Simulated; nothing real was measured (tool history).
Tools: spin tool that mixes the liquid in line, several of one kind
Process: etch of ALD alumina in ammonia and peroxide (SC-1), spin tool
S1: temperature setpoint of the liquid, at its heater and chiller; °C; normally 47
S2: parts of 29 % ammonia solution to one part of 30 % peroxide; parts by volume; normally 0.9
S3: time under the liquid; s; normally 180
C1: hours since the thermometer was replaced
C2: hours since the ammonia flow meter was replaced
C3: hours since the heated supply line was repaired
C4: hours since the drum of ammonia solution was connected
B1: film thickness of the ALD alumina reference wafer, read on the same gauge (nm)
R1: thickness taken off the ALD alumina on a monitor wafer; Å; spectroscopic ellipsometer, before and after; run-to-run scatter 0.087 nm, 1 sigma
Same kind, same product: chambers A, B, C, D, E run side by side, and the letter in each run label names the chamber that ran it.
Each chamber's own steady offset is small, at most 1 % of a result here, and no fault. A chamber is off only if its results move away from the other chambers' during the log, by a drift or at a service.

run,hour,S1,S2,S3,C1,C2,C3,C4,B1,R1
1D,13.5,47,0.9,180,620,478.6,823,375,40.025,88.63
2B,21.3,47,0.9,180,46.3,737.7,53.1,176.2,40.006,87.822
3E,34.3,47,0.9,180,2290.8,1575.4,912.5,156.2,39.995,88.554
4A,45.1,47,0.9,180,682.6,89.8,864.9,48,39.992,89.561
5C,57.6,39.5,1.2,180,124.5,1343.4,133.8,735.9,40.011,60.579
6E,66.2,39.5,1.2,180,2322.7,1607.3,944.4,188.1,40.014,59.557
7C,77.3,39.5,1.2,180,144.2,1363.1,153.5,755.6,40.006,58.677
8D,84.6,39.5,1.2,180,691.1,549.7,894.1,446.1,40.019,59.313
9B,95,39.5,1.2,180,120,811.4,126.8,249.9,40.011,57.229
10A,105.2,54.5,1.05,180,742.7,149.9,925,108.1,39.971,132.67
11A,112.5,54.5,1.05,180,750,157.2,932.3,115.4,40.011,135.09
# hour 119.2: chamber E: thermometer replaced
12E,126.1,54.5,1.05,180,6.9,1667.2,1004.3,248,40.021,135.97
# hour 129.5: chamber E: ammonia flow meter replaced
13B,132.7,54.5,1.05,180,157.7,849.1,164.5,287.6,39.974,137.45
14C,140.8,54.5,1.05,180,207.7,1426.6,217,819.1,40.013,132.07
# hour 150: chamber A: heated supply line repaired
15D,152.7,47,1.2,140,759.2,617.8,962.2,514.2,40.025,71.399
# hour 159.9: chamber D: thermometer replaced
16C,162.4,47,1.2,140,229.3,1448.2,238.6,840.7,40.004,70.323
17D,174.8,47,1.2,140,14.9,639.9,984.3,536.3,40.005,71.206
18A,186.4,47,1.2,140,823.9,231.1,36.5,189.3,39.996,69.643
19E,198,47,1.2,140,78.8,68.5,1076.2,319.9,40.015,69.699
20B,204.3,47,0.9,180,229.3,920.7,236.1,359.2,39.988,88.932
21E,212.8,47,0.9,180,93.6,83.3,1091,334.7,39.985,89.1
# hour 223.5: chamber C: new drum of ammonia solution connected
22B,225.8,47,0.9,180,250.8,942.2,257.6,380.7,40.002,86.186
23C,237.2,47,0.9,180,304.1,1523,313.4,13.8,40,87.57
24A,247.7,47,0.9,180,885.2,292.4,97.8,250.6,39.988,85.9
25D,260.6,47,0.9,180,100.7,725.7,1070.1,622.1,39.994,88.34
26B,272.4,47,0.9,180,297.4,988.8,304.2,427.3,39.984,86.433
27D,286.7,47,0.9,180,126.8,751.8,1096.2,648.2,40.008,88.244
28E,295.1,47,0.9,180,175.9,165.6,1173.3,417,40.011,89.48
# hour 304.3: chamber C: ammonia flow meter replaced
29A,307.9,47,0.9,180,945.4,352.6,158,310.8,39.994,84.333
30C,318.5,47,0.9,180,385.4,14.2,394.7,95.1,40.001,89.262
31B,332.5,47,0.9,180,357.5,1048.9,364.3,487.4,39.986,85.475
32D,344.3,47,0.9,180,184.4,809.4,1153.8,705.8,39.987,88.626
# hour 345: chamber D: new drum of ammonia solution connected
33A,358,47,0.9,180,995.5,402.7,208.1,360.9,40,81.585
34C,364.3,47,0.9,180,431.2,60,440.5,140.9,40.018,88.872
35E,378.5,47,0.9,180,259.3,249,1256.7,500.4,40.002,88.196
# hour 384.6: chamber A: new drum of ammonia solution connected
36A,390.3,47,0.9,180,1027.8,435,240.4,5.8,40.009,83.081
37B,403.7,47,0.9,180,428.7,1120.1,435.5,558.6,40.023,86.874
38D,410.2,47,0.9,180,250.3,875.3,1219.7,65.3,40.014,89.072

Which is it: a chamber that has drifted or been left off by a service, a gauge drift common to all chambers, or only each chamber's usual small offset? If a chamber is off, name it and its likeliest cause.

One chamber, A, drifts off from the rest bit by bit.
Most likely cause: liquid colder than its thermometer reads (K) = 1.68.

Which of the 4 candidates below, each the usual settings with something changed and its results left as question marks, puts chamber A back in line with what the other chambers give on the usual settings?
In line here means within this much of the mean the other chambers give on the usual settings: R1 3.1 Å
39A-1,420.6,48.5,0.9,180,,,,,,?
39A-2,420.6,46.5,0.9,170,,,,,,?
39A-3,420.6,47,0.9,210,,,,,,?
39A-4,420.6,46,0.9,165,,,,,,?

Mean of the other chambers on the usual settings: R1 88.264 Å
run,R1
39A-1,87.531
39A-2,73.904
39A-3,93.874
39A-4,69.751
Change 39A-1 lands the chamber within the allowed miss of the other chambers.
